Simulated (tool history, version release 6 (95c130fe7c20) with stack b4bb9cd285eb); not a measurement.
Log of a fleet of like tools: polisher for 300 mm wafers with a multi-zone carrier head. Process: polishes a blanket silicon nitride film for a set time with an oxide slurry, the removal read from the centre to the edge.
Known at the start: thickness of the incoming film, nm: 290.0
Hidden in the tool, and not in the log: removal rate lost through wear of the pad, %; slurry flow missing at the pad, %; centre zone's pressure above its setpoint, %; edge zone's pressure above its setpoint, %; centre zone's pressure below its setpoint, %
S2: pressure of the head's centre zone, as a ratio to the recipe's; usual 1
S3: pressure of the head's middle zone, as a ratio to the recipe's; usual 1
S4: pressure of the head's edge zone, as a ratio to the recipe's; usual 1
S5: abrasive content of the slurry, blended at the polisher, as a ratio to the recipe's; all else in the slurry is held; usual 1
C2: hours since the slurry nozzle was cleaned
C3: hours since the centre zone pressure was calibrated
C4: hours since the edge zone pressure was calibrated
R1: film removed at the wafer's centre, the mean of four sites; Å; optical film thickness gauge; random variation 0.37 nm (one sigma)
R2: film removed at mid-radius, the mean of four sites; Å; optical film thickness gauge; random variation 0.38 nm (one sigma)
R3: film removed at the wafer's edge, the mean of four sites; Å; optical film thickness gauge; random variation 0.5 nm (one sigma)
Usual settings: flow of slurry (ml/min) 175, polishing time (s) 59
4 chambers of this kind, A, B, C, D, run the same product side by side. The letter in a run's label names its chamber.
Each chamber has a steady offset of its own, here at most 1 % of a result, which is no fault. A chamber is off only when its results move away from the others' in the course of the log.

run 1A day=0.179 | flow_of_slurry_(ml/min)=175 S2=1 S3=1 S4=1 S5=1 polishing_time_(s)=59 | wafers_polished_on_this_pad=573 C2=338.8 C3=273.9 C4=1146.1 | R1=588.9 R2=579.58 R3=580.18
run 2B day=0.367 | flow_of_slurry_(ml/min)=175 S2=1 S3=1 S4=1 S5=1 polishing_time_(s)=59 | wafers_polished_on_this_pad=193 C2=418.9 C3=468.8 C4=725.3 | R1=583.56 R2=582.18 R3=576.36
-- day=0.521 chamber A: worn pad replaced by a new one
run 3D day=0.55 | flow_of_slurry_(ml/min)=175 S2=1 S3=1 S4=1 S5=1 polishing_time_(s)=59 | wafers_polished_on_this_pad=461 C2=152 C3=317.6 C4=1005.3 | R1=577.93 R2=589.71 R3=594.65
run 4C day=0.717 | flow_of_slurry_(ml/min)=175 S2=1 S3=1 S4=1 S5=1 polishing_time_(s)=59 | wafers_polished_on_this_pad=415 C2=182.6 C3=886.9 C4=944.2 | R1=582.19 R2=590.48 R3=581.81
run 5A day=0.908 | flow_of_slurry_(ml/min)=175 S2=1 S3=1 S4=1 S5=1 polishing_time_(s)=59 | wafers_polished_on_this_pad=121 C2=356.3 C3=291.4 C4=1163.6 | R1=593.22 R2=581.58 R3=581.21
run 6B day=1.033 | flow_of_slurry_(ml/min)=175 S2=1 S3=1.04 S4=1 S5=1 polishing_time_(s)=59 | wafers_polished_on_this_pad=401 C2=434.9 C3=484.8 C4=741.3 | R1=581.93 R2=604.52 R3=592.14
run 7C day=1.133 | flow_of_slurry_(ml/min)=175 S2=1 S3=1.04 S4=1 S5=1 polishing_time_(s)=59 | wafers_polished_on_this_pad=545 C2=192.6 C3=896.9 C4=954.2 | R1=585.35 R2=610.77 R3=581.1
run 8D day=1.288 | flow_of_slurry_(ml/min)=175 S2=1 S3=1.04 S4=1 S5=1 polishing_time_(s)=59 | wafers_polished_on_this_pad=690 C2=169.7 C3=335.3 C4=1023 | R1=583.06 R2=611.47 R3=586.83
run 9B day=1.417 | flow_of_slurry_(ml/min)=175 S2=1 S3=1.04 S4=1 S5=1 polishing_time_(s)=59 | wafers_polished_on_this_pad=520 C2=444.1 C3=494 C4=750.5 | R1=578.51 R2=604.01 R3=581.47
run 10D day=1.617 | flow_of_slurry_(ml/min)=175 S2=1 S3=1 S4=1 S5=1 polishing_time_(s)=59 | wafers_polished_on_this_pad=793 C2=177.6 C3=343.2 C4=1030.9 | R1=578.93 R2=586.06 R3=589.6
run 11A day=1.758 | flow_of_slurry_(ml/min)=175 S2=1.06 S3=1 S4=0.91 S5=1 polishing_time_(s)=59 | wafers_polished_on_this_pad=386 C2=376.7 C3=311.8 C4=1184 | R1=624.3 R2=580.12 R3=547.84
-- day=1.904 chamber D: worn pad replaced by a new one
-- day=1.912 chamber B: worn pad replaced by a new one
run 12C day=1.912 | flow_of_slurry_(ml/min)=175 S2=1.06 S3=1 S4=0.91 S5=1 polishing_time_(s)=59 | wafers_polished_on_this_pad=787 C2=211.3 C3=915.6 C4=972.9 | R1=620.26 R2=583.8 R3=552.47
run 13D day=2.096 | flow_of_slurry_(ml/min)=175 S2=1.06 S3=1 S4=0.91 S5=1 polishing_time_(s)=59 | wafers_polished_on_this_pad=59 C2=189.1 C3=354.7 C4=1042.4 | R1=617.12 R2=592 R3=561.48
run 14A day=2.242 | flow_of_slurry_(ml/min)=175 S2=1.06 S3=1 S4=0.91 S5=1 polishing_time_(s)=59 | wafers_polished_on_this_pad=536 C2=388.3 C3=323.4 C4=1195.6 | R1=615.36 R2=575.97 R3=552.44
-- day=2.342 chamber B: centre zone pressure recalibrated
run 15B day=2.346 | flow_of_slurry_(ml/min)=175 S2=1 S3=1 S4=1 S5=1 polishing_time_(s)=59 | wafers_polished_on_this_pad=135 C2=466.4 C3=0.2 C4=772.8 | R1=578.96 R2=571.21 R3=583.72
run 16C day=2.546 | flow_of_slurry_(ml/min)=175 S2=1 S3=1 S4=1 S5=1 polishing_time_(s)=59 | wafers_polished_on_this_pad=985 C2=226.5 C3=930.8 C4=988.1 | R1=582 R2=584.18 R3=580.32
-- day=2.654 chamber A: worn pad replaced by a new one
-- day=2.7 chamber C: centre zone pressure recalibrated
run 17A day=2.708 | flow_of_slurry_(ml/min)=175 S2=1 S3=1 S4=1 S5=1 polishing_time_(s)=59 | wafers_polished_on_this_pad=17 C2=399.5 C3=334.6 C4=1206.8 | R1=589.34 R2=577.29 R3=574.77
run 18B day=2.912 | flow_of_slurry_(ml/min)=175 S2=1 S3=1 S4=1 S5=1 polishing_time_(s)=59 | wafers_polished_on_this_pad=311 C2=480 C3=13.8 C4=786.4 | R1=577.99 R2=575.78 R3=583.43
run 19D day=3.121 | flow_of_slurry_(ml/min)=175 S2=1 S3=1 S4=1 S5=1 polishing_time_(s)=46 | wafers_polished_on_this_pad=378 C2=213.7 C3=379.3 C4=1067 | R1=454.45 R2=458.79 R3=455.54
run 20C day=3.304 | flow_of_slurry_(ml/min)=175 S2=1 S3=1 S4=1 S5=1 polishing_time_(s)=46 | wafers_polished_on_this_pad=1221 C2=244.7 C3=14.5 C4=1006.3 | R1=450.84 R2=458.66 R3=451.65
-- day=3.317 chamber C: worn pad replaced by a new one
run 21D day=3.438 | flow_of_slurry_(ml/min)=175 S2=1 S3=1 S4=1 S5=1 polishing_time_(s)=46 | wafers_polished_on_this_pad=477 C2=221.3 C3=386.9 C4=1074.6 | R1=453.05 R2=455.56 R3=454.88
run 22C day=3.646 | flow_of_slurry_(ml/min)=175 S2=1 S3=1 S4=1 S5=1 polishing_time_(s)=46 | wafers_polished_on_this_pad=103 C2=252.9 C3=22.7 C4=1014.5 | R1=452.84 R2=450.42 R3=449.22
-- day=3.65 chamber B: slurry nozzle cleaned
run 23A day=3.758 | flow_of_slurry_(ml/min)=175 S2=1 S3=1 S4=1 S5=1 polishing_time_(s)=59 | wafers_polished_on_this_pad=344 C2=424.7 C3=359.8 C4=1232 | R1=594.37 R2=584.29 R3=581.13
run 24B day=3.912 | flow_of_slurry_(ml/min)=175 S2=1 S3=1 S4=1 S5=1 polishing_time_(s)=59 | wafers_polished_on_this_pad=622 C2=6.4 C3=37.8 C4=810.4 | R1=581.19 R2=575.85 R3=587.24
run 25B day=4.033 | flow_of_slurry_(ml/min)=175 S2=1 S3=1 S4=1 S5=1 polishing_time_(s)=59 | wafers_polished_on_this_pad=660 C2=9.3 C3=40.7 C4=813.3 | R1=580.93 R2=577.13 R3=572.71
-- day=4.192 chamber B: worn pad replaced by a new one
run 26C day=4.221 | flow_of_slurry_(ml/min)=175 S2=1 S3=1 S4=1 S5=1 polishing_time_(s)=59 | wafers_polished_on_this_pad=282 C2=266.7 C3=36.5 C4=1028.3 | R1=585.61 R2=586.77 R3=577.36
run 27D day=4.392 | flow_of_slurry_(ml/min)=175 S2=1 S3=1 S4=1 S5=1 polishing_time_(s)=59 | wafers_polished_on_this_pad=774 C2=244.2 C3=409.8 C4=1097.5 | R1=587.43 R2=580.77 R3=587.74
run 28A day=4.492 | flow_of_slurry_(ml/min)=175 S2=1 S3=1 S4=1 S5=1 polishing_time_(s)=59 | wafers_polished_on_this_pad=572 C2=442.3 C3=377.4 C4=1249.6 | R1=589.59 R2=582.9 R3=582.55
run 29B day=4.612 | flow_of_slurry_(ml/min)=175 S2=1 S3=1 S4=1 S5=1 polishing_time_(s)=59 | wafers_polished_on_this_pad=132 C2=23.2 C3=54.6 C4=827.2 | R1=575.82 R2=578.24 R3=580.74
-- day=4.762 chamber A: centre zone pressure recalibrated
run 30A day=4.762 | flow_of_slurry_(ml/min)=175 S2=1 S3=1 S4=1 S5=1 polishing_time_(s)=59 | wafers_polished_on_this_pad=657 C2=448.8 C3=0.1 C4=1256.1 | R1=586.43 R2=584.79 R3=588.04
-- day=4.888 chamber A: worn pad replaced by a new one
-- day=4.896 chamber D: worn pad replaced by a new one
run 31D day=4.971 | flow_of_slurry_(ml/min)=175 S2=1 S3=1 S4=1 S5=1 polishing_time_(s)=59 | wafers_polished_on_this_pad=24 C2=258.1 C3=423.7 C4=1111.4 | R1=583.99 R2=585.71 R3=591.64
run 32C day=5.162 | flow_of_slurry_(ml/min)=175 S2=1 S3=1 S4=1 S5=1 polishing_time_(s)=59 | wafers_polished_on_this_pad=575 C2=289.3 C3=59.1 C4=1050.9 | R1=581.22 R2=588.03 R3=580.24
run 33B day=5.288 | flow_of_slurry_(ml/min)=175 S2=1 S3=1 S4=1 S5=1 polishing_time_(s)=59 | wafers_polished_on_this_pad=342 C2=39.4 C3=70.8 C4=843.4 | R1=577.08 R2=580.12 R3=591.98
run 34C day=5.483 | flow_of_slurry_(ml/min)=175 S2=1 S3=1 S4=1 S5=1 polishing_time_(s)=59 | wafers_polished_on_this_pad=675 C2=297 C3=66.8 C4=1058.6 | R1=577.13 R2=579.8 R3=581.12
run 35A day=5.696 | flow_of_slurry_(ml/min)=175 S2=1 S3=1 S4=1 S5=1 polishing_time_(s)=59 | wafers_polished_on_this_pad=252 C2=471.2 C3=22.5 C4=1278.5 | R1=582.7 R2=580.86 R3=573.27
run 36D day=5.858 | flow_of_slurry_(ml/min)=175 S2=1 S3=1 S4=1 S5=1 polishing_time_(s)=59 | wafers_polished_on_this_pad=300 C2=279.4 C3=445 C4=1132.7 | R1=580.06 R2=589.18 R3=591.91

Is one chamber off against the others, does the gauge drift, or is nothing wrong? If a chamber is off, say which, and what the likeliest cause is.

No chamber stands off beyond its own small offset, and the gauge holds steady.
